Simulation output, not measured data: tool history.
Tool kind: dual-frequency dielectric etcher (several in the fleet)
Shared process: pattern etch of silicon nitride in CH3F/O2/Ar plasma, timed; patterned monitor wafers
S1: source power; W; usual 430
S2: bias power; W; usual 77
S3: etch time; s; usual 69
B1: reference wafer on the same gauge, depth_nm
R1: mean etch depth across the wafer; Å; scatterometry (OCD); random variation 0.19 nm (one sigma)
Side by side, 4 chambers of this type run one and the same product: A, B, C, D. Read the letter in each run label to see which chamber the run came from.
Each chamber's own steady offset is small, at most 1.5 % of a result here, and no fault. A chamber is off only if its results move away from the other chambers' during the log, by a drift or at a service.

run,day,S1,S2,S3,B1,R1
1C,0.333,430,77,69,57.775,516.79
2D,0.846,430,77,69,57.82,506.85
# day 0.971: chamber B: wet clean of the chamber
3B,1.217,430,77,69,57.813,503.16
4A,1.742,430,77,69,57.847,510.93
5A,2.138,430,77,50,57.755,373.5
6C,2.654,430,77,50,57.744,372.8
7B,2.975,430,77,50,57.844,362.73
8D,3.367,430,77,50,57.788,369.48
9D,3.9,430,77,69,57.803,509.67
# day 4.262: chamber D: wet clean of the chamber
# day 4.388: chamber B: source power generator calibrated
10A,4.412,430,77,69,57.835,513.54
11C,4.671,430,77,69,57.813,517.9
12B,5.021,430,77,69,57.782,502.06
13C,5.558,430,77,69,57.869,515.66
14D,5.983,430,77,69,57.819,497.69
# day 6.438: chamber A: wet clean of the chamber
15A,6.454,520,70,69,57.774,531.55
16B,6.867,520,70,69,57.741,524.58
# day 6.988: chamber A: bias power generator calibrated
17C,7.383,520,70,69,57.777,539.8
18B,7.742,520,70,69,57.804,528.12
19A,8.167,390,77,53.5,57.839,383.34
20D,8.575,390,77,53.5,57.821,370.43
21D,8.862,390,77,53.5,57.887,369.96
# day 9.292: chamber C: wet clean of the chamber
22A,9.412,390,77,53.5,57.764,383.56
23C,9.667,430,77,69,57.802,514.96
24B,10.171,430,88,69,57.716,529.56

Read the log: is a single chamber off, either drifting away or since a service, is the gauge that measures every chamber drifting, or is nothing wrong beyond small per-chamber offsets? Name any odd chamber and what most likely caused it.

Chamber D has stood off from the others ever since a service on it.
Cause: etch rate under this chamber's usual, % = 1.99.

Here are 4 candidates for chamber D's next run, each the usual settings with a change, their results left as question marks. Which one brings its results back in line with what the others give on the usual settings?
Allowed miss from the other chambers' usual-settings mean, per result, to count as in line: R1 6.5 Å
25D-1,10.562,430,77,67,,?
25D-2,10.562,430,83,69,,?
25D-3,10.562,430,77,72.5,,?
25D-4,10.562,380,77,69,,?

Mean of the other chambers on the usual settings: R1 510.14 Å
run,R1
25D-1,482.32
25D-2,510.01
25D-3,521.91
25D-4,473.78
With 25D-2, the chamber falls back in line with the rest.
